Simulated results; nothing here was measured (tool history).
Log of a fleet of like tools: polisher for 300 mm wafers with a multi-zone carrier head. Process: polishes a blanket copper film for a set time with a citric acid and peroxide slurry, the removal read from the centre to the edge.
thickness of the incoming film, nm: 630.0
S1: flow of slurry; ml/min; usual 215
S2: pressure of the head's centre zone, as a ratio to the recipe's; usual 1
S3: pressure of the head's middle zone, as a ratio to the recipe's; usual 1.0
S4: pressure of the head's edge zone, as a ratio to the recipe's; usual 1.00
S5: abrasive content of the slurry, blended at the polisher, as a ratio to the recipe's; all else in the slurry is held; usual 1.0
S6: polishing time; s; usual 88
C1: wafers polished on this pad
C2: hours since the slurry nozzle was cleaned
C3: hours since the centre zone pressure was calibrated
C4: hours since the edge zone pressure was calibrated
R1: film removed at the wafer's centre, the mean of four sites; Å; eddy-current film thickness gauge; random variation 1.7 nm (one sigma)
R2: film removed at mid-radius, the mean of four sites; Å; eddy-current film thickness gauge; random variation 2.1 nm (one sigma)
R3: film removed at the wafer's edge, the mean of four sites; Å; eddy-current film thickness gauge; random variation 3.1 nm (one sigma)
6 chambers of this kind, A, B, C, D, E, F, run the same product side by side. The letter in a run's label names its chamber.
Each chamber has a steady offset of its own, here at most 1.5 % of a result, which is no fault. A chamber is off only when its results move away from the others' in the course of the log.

At hour 4.3: chamber D: worn pad replaced by a new one.
Run 1C, hour 4.6: usual settings; C1 209; C2 365.2; C3 470.6; C4 813.2. Result: R1 2607.1 Å, R2 2561.1 Å, R3 2564.1 Å.
Run 2E, hour 8.4: usual settings; C1 575; C2 689.1; C3 810.7; C4 533.9. Result: R1 2564.9 Å, R2 2618.9 Å, R3 2566.1 Å.
At hour 9.0: chamber F: slurry nozzle cleaned.
At hour 9.5: chamber C: edge zone pressure recalibrated.
Run 3D, hour 11.7: usual settings; C1 80; C2 37.8; C3 404.4; C4 348.8. Result: R1 2558.9 Å, R2 2577.5 Å, R3 2544.2 Å.
Run 4F, hour 15.8: usual settings; C1 842; C2 6.9; C3 243.5; C4 889.4. Result: R1 2587.5 Å, R2 2640.7 Å, R3 2563.4 Å.
At hour 16.8: chamber A: worn pad replaced by a new one.
Run 5B, hour 20.5: usual settings but S3 1.1, S4 0.94; C1 455; C2 312.7; C3 113.3; C4 1226.1. Result: R1 2547.0 Å, R2 2837.7 Å, R3 2489.9 Å.
At hour 26.6: chamber E: edge zone pressure recalibrated.
Run 6A, hour 26.8: usual settings but S3 1.1, S4 0.94; C1 109; C2 172.8; C3 540.9; C4 129.1. Result: R1 2559.3 Å, R2 2822.3 Å, R3 2470.1 Å.
Run 7B, hour 31.0: usual settings but S3 1.1, S4 0.94; C1 569; C2 323.2; C3 123.8; C4 1236.6. Result: R1 2556.9 Å, R2 2847.0 Å, R3 2538.9 Å.
At hour 34.3: chamber C: worn pad replaced by a new one.
Run 8A, hour 35.3: usual settings but S3 1.1, S4 0.94; C1 201; C2 181.3; C3 549.4; C4 137.6. Result: R1 2583.9 Å, R2 2863.0 Å, R3 2521.5 Å.
At hour 37.7: chamber E: centre zone pressure recalibrated.
At hour 37.8: chamber E: slurry nozzle cleaned.
At hour 39.5: chamber B: worn pad replaced by a new one.
Run 9C, hour 41.3: usual settings but S3 1.1, S4 0.94; C1 76; C2 401.9; C3 507.3; C4 31.9. Result: R1 2592.6 Å, R2 2808.2 Å, R3 2459.1 Å.
Run 10E, hour 44.3: usual settings but S3 1.1, S4 0.94; C1 965; C2 6.6; C3 6.7; C4 17.8. Result: R1 2606.5 Å, R2 2840.1 Å, R3 2517.9 Å.
At hour 50.2: chamber F: worn pad replaced by a new one.
Run 11D, hour 50.9: usual settings; C1 507; C2 77.0; C3 443.6; C4 388.0. Result: R1 2593.0 Å, R2 2587.6 Å, R3 2558.6 Å.
At hour 51.4: chamber E: worn pad replaced by a new one.
Run 12F, hour 54.6: usual settings; C1 48; C2 45.7; C3 282.3; C4 928.2. Result: R1 2579.8 Å, R2 2600.4 Å, R3 2553.4 Å.
Run 13E, hour 60.0: usual settings but S1 250 ml/min, S4 0.96; C1 94; C2 22.3; C3 22.4; C4 33.5. Result: R1 2664.6 Å, R2 2632.7 Å, R3 2567.7 Å.
Run 14A, hour 65.1: usual settings but S1 250 ml/min, S4 0.96; C1 525; C2 211.1; C3 579.2; C4 167.4. Result: R1 2607.3 Å, R2 2639.6 Å, R3 2518.9 Å.
Run 15F, hour 68.0: usual settings but S1 250 ml/min, S4 0.96; C1 194; C2 59.1; C3 295.7; C4 941.6. Result: R1 2565.5 Å, R2 2697.4 Å, R3 2518.9 Å.
Run 16C, hour 71.2: usual settings but S1 250 ml/min, S4 0.96; C1 402; C2 431.8; C3 537.2; C4 61.8. Result: R1 2643.0 Å, R2 2613.9 Å, R3 2562.9 Å.
At hour 75.9: chamber B: edge zone pressure recalibrated.
Run 17D, hour 76.4: usual settings but S1 250 ml/min, S4 0.96; C1 784; C2 102.5; C3 469.1; C4 413.5. Result: R1 2643.0 Å, R2 2628.9 Å, R3 2534.5 Å.
Run 18B, hour 79.3: usual settings but S1 250 ml/min, S4 0.96; C1 433; C2 371.5; C3 172.1; C4 3.4. Result: R1 2608.4 Å, R2 2670.1 Å, R3 2563.3 Å.
Run 19F, hour 83.4: usual settings; C1 361; C2 74.5; C3 311.1; C4 957.0. Result: R1 2481.9 Å, R2 2612.0 Å, R3 2529.8 Å.
At hour 84.7: chamber A: slurry nozzle cleaned.
At hour 86.7: chamber C: worn pad replaced by a new one.
At hour 87.6: chamber D: worn pad replaced by a new one.
Run 20A, hour 88.0: usual settings; C1 774; C2 3.3; C3 602.1; C4 190.3. Result: R1 2584.6 Å, R2 2591.2 Å, R3 2515.0 Å.
Run 21B, hour 93.6: usual settings; C1 589; C2 385.8; C3 186.4; C4 17.7. Result: R1 2554.8 Å, R2 2619.1 Å, R3 2503.6 Å.
Run 22E, hour 99.5: usual settings but S1 160 ml/min, S5 0.8; C1 523; C2 61.8; C3 61.9; C4 73.0. Result: R1 2363.6 Å, R2 2396.6 Å, R3 2427.6 Å.
Run 23C, hour 105.8: usual settings but S1 160 ml/min, S5 0.8; C1 208; C2 466.4; C3 571.8; C4 96.4. Result: R1 2314.4 Å, R2 2335.7 Å, R3 2315.3 Å.
Run 24D, hour 111.2: usual settings but S1 160 ml/min, S5 0.8; C1 256; C2 137.3; C3 503.9; C4 448.3. Result: R1 2303.7 Å, R2 2347.9 Å, R3 2352.5 Å.
At hour 113.5: chamber B: worn pad replaced by a new one.
Run 25A, hour 116.0: usual settings but S1 160 ml/min, S5 0.8; C1 1079; C2 31.3; C3 630.1; C4 218.3. Result: R1 2326.1 Å, R2 2334.4 Å, R3 2362.1 Å.
Run 26C, hour 120.3: usual settings but S1 160 ml/min, S5 0.8; C1 366; C2 480.9; C3 586.3; C4 110.9. Result: R1 2353.9 Å, R2 2342.3 Å, R3 2312.4 Å.
Run 27E, hour 123.2: usual settings but S1 160 ml/min, S5 0.8; C1 781; C2 85.5; C3 85.6; C4 96.7. Result: R1 2342.2 Å, R2 2386.3 Å, R3 2400.4 Å.
Run 28F, hour 128.0: usual settings; C1 846; C2 119.1; C3 355.7; C4 1001.6. Result: R1 2429.1 Å, R2 2571.4 Å, R3 2520.0 Å.
Run 29D, hour 132.7: usual settings; C1 490; C2 158.8; C3 525.4; C4 469.8. Result: R1 2555.3 Å, R2 2554.2 Å, R3 2587.4 Å.
At hour 133.2: chamber C: worn pad replaced by a new one.
Run 30B, hour 138.6: usual settings; C1 273; C2 430.8; C3 231.4; C4 62.7. Result: R1 2561.0 Å, R2 2611.8 Å, R3 2559.8 Å.
Run 31B, hour 143.3: usual settings but S1 180 ml/min; C1 324; C2 435.5; C3 236.1; C4 67.4. Result: R1 2510.3 Å, R2 2523.1 Å, R3 2537.8 Å.
At hour 144.2: chamber A: worn pad replaced by a new one.
Run 32C, hour 149.4: usual settings but S1 180 ml/min; C1 176; C2 510.0; C3 615.4; C4 140.0. Result: R1 2507.0 Å, R2 2510.1 Å, R3 2520.1 Å.
At hour 153.8: chamber F: worn pad replaced by a new one.
Run 33A, hour 154.6: usual settings but S1 180 ml/min; C1 113; C2 69.9; C3 668.7; C4 256.9. Result: R1 2509.5 Å, R2 2502.6 Å, R3 2534.8 Å.
Run 34F, hour 161.3: usual settings but S1 180 ml/min; C1 82; C2 152.4; C3 389.0; C4 1034.9. Result: R1 2373.8 Å, R2 2542.0 Å, R3 2458.8 Å.
At hour 163.4: chamber E: worn pad replaced by a new one.
Run 35E, hour 167.1: usual settings but S1 180 ml/min; C1 40; C2 129.4; C3 129.5; C4 140.6. Result: R1 2542.9 Å, R2 2523.3 Å, R3 2617.9 Å.
Run 36D, hour 171.8: usual settings but S1 180 ml/min; C1 915; C2 197.9; C3 564.5; C4 508.9. Result: R1 2484.3 Å, R2 2516.1 Å, R3 2534.7 Å.
Run 37E, hour 178.5: usual settings; C1 164; C2 140.8; C3 140.9; C4 152.0. Result: R1 2564.5 Å, R2 2578.6 Å, R3 2542.3 Å.
Run 38A, hour 181.8: usual settings; C1 409; C2 97.1; C3 695.9; C4 284.1. Result: R1 2555.6 Å, R2 2593.9 Å, R3 2546.6 Å.
Run 39D, hour 184.8: usual settings; C1 1056; C2 210.9; C3 577.5; C4 521.9. Result: R1 2557.6 Å, R2 2552.2 Å, R3 2547.4 Å.
Run 40C, hour 189.3: usual settings; C1 610; C2 549.9; C3 655.3; C4 179.9. Result: R1 2601.4 Å, R2 2581.4 Å, R3 2564.0 Å.

All 6 chambers run these settings next. Forecast each chamber's results:
Run 41A, hour 194.1: usual settings. Result: R1 ?, R2 ?, R3 ?.
Run 41B, hour 194.1: usual settings. Result: R1 ?, R2 ?, R3 ?.
Run 41C, hour 194.1: usual settings. Result: R1 ?, R2 ?, R3 ?.
Run 41D, hour 194.1: usual settings. Result: R1 ?, R2 ?, R3 ?.
Run 41E, hour 194.1: usual settings. Result: R1 ?, R2 ?, R3 ?.
Run 41F, hour 194.1: usual settings. Result: R1 ?, R2 ?, R3 ?.

run      R1      R2      R3
41A  2560.2  2581.4  2548.1
41B  2551.8  2611.8  2582.2
41C  2565.9  2551.3  2486.8
41D  2554.1  2566.7  2596.8
41E  2585.2  2610.8  2622.7
41F  2397.1  2603.8  2504.1
